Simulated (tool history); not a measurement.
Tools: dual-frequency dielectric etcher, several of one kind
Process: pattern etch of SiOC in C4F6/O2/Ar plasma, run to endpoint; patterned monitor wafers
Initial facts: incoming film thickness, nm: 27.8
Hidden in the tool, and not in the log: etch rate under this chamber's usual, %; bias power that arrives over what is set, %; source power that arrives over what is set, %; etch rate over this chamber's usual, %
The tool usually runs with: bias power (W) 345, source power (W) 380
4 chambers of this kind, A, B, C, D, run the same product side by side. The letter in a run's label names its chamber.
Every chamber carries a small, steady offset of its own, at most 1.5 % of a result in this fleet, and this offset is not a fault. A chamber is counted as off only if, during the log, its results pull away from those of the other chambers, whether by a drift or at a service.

| run | hour | bias power (W) | source power (W) | hours since the last wet clean | hours since the last bias power generator calibration | hours since the last source power generator calibration | endpoint time (s) |
|---|---|---|---|---|---|---|---|
| 1D | 10.7 | 345 | 380 | 309.4 | 3146.2 | 818.5 | 11.0000 |
|  | 20.8 | chamber D: wet clean of the chamber |
| 2B | 21.3 | 345 | 380 | 123.0 | 1117.2 | 1254.8 | 10.9840 |
| 3C | 28.0 | 345 | 380 | 263.5 | 2344.9 | 643.3 | 10.9790 |
| 4A | 37.9 | 345 | 380 | 363.7 | 1668.9 | 1501.7 | 10.9230 |
| 5A | 45.3 | 345 | 380 | 371.1 | 1676.3 | 1509.1 | 10.9360 |
| 6D | 55.9 | 345 | 380 | 35.1 | 3191.4 | 863.7 | 11.0370 |
| 7C | 66.6 | 345 | 380 | 302.1 | 2383.5 | 681.9 | 10.9140 |
| 8B | 78.0 | 345 | 380 | 179.7 | 1173.9 | 1311.5 | 10.8490 |
| 9D | 88.6 | 345 | 380 | 67.8 | 3224.1 | 896.4 | 11.0210 |
| 10A | 96.6 | 345 | 380 | 422.4 | 1727.6 | 1560.4 | 10.9140 |
| 11C | 105.8 | 345 | 380 | 341.3 | 2422.7 | 721.1 | 10.9880 |
| 12B | 116.3 | 345 | 380 | 218.0 | 1212.2 | 1349.8 | 10.8460 |
| 13B | 121.8 | 345 | 380 | 223.5 | 1217.7 | 1355.3 | 10.8840 |
| 14D | 130.1 | 345 | 380 | 109.3 | 3265.6 | 937.9 | 11.0210 |
| 15C | 142.1 | 345 | 380 | 377.6 | 2459.0 | 757.4 | 10.9960 |
| 16A | 148.7 | 345 | 380 | 474.5 | 1779.7 | 1612.5 | 10.9440 |
| 17B | 154.9 | 345 | 380 | 256.6 | 1250.8 | 1388.4 | 10.7760 |
| 18A | 164.3 | 345 | 380 | 490.1 | 1795.3 | 1628.1 | 10.9230 |
| 19C | 175.6 | 345 | 380 | 411.1 | 2492.5 | 790.9 | 10.9110 |
| 20D | 182.7 | 345 | 380 | 161.9 | 3318.2 | 990.5 | 11.0280 |
| 21B | 190.6 | 345 | 380 | 292.3 | 1286.5 | 1424.1 | 10.7060 |
| 22D | 200.3 | 345 | 380 | 179.5 | 3335.8 | 1008.1 | 10.9790 |
| 23A | 206.8 | 345 | 380 | 532.6 | 1837.8 | 1670.6 | 10.9710 |
|  | 214.9 | chamber A: wet clean of the chamber |
| 24C | 215.6 | 345 | 380 | 451.1 | 2532.5 | 830.9 | 10.8980 |
| 25B | 225.9 | 400 | 450 | 327.6 | 1321.8 | 1459.4 | 9.4818 |
| 26D | 232.1 | 400 | 450 | 211.3 | 3367.6 | 1039.9 | 9.8000 |
| 27A | 241.5 | 400 | 450 | 26.7 | 1872.5 | 1705.3 | 9.7334 |
| 28C | 246.9 | 400 | 450 | 482.4 | 2563.8 | 862.2 | 9.7593 |
| 29D | 253.9 | 345 | 380 | 233.1 | 3389.4 | 1061.7 | 11.0520 |
| 30A | 261.0 | 277 | 450 | 46.2 | 1892.0 | 1724.8 | 11.0560 |
| 31C | 271.3 | 277 | 450 | 506.8 | 2588.2 | 886.6 | 11.1360 |
| 32B | 278.5 | 277 | 450 | 380.2 | 1374.4 | 1512.0 | 10.6660 |
| 33C | 289.4 | 277 | 450 | 524.9 | 2606.3 | 904.7 | 11.0760 |
| 34D | 299.4 | 345 | 380 | 278.6 | 3434.9 | 1107.2 | 11.0440 |
|  | 302.5 | chamber C: wet clean of the chamber |
| 35A | 306.3 | 345 | 330 | 91.5 | 1937.3 | 1770.1 | 11.5280 |
| 36B | 313.9 | 345 | 330 | 415.6 | 1409.8 | 1547.4 | 11.0990 |
| 37D | 322.8 | 345 | 330 | 302.0 | 3458.3 | 1130.6 | 11.6140 |
| 38C | 332.6 | 345 | 330 | 30.1 | 2649.5 | 947.9 | 11.6150 |
| 39A | 342.5 | 345 | 380 | 127.7 | 1973.5 | 1806.3 | 10.9350 |
|  | 346.5 | chamber D: wet clean of the chamber |
| 40B | 348.3 | 345 | 310 | 450.0 | 1444.2 | 1581.8 | 11.2750 |
| 41D | 354.3 | 345 | 310 | 7.9 | 3489.8 | 1162.1 | 11.9100 |

What goes on in this fleet: one chamber off, a drifting gauge, or nothing beyond the chambers' own small offsets? Name the chamber and the cause, if any.

Little by little, chamber B moves away from the other chambers.
Likeliest cause: etch rate over this chamber's usual, % = 4.47.

Chamber B could run next with any of the 4 candidate recipes listed below; each alters the usual settings, and their results appear as question marks. Which one brings its results back in line with what the other chambers deliver on the usual settings?
To be in line, a result may differ from the other chambers' mean on the usual settings by at most: endpoint time (s) 0.1200
| 42B-1 | 363.0 | 372 | 380 |  |  |  | ? |
| 42B-2 | 363.0 | 318 | 380 |  |  |  | ? |
| 42B-3 | 363.0 | 299 | 380 |  |  |  | ? |
| 42B-4 | 363.0 | 345 | 430 |  |  |  | ? |

On the usual settings, the other chambers give on average: endpoint time (s) 10.9710
| run | endpoint time (s) |
|---|---|
| 42B-1 | 10.1860 |
| 42B-2 | 10.7620 |
| 42B-3 | 10.9920 |
| 42B-4 | 9.9794 |
42B-3 puts the chamber back in line with the other chambers.
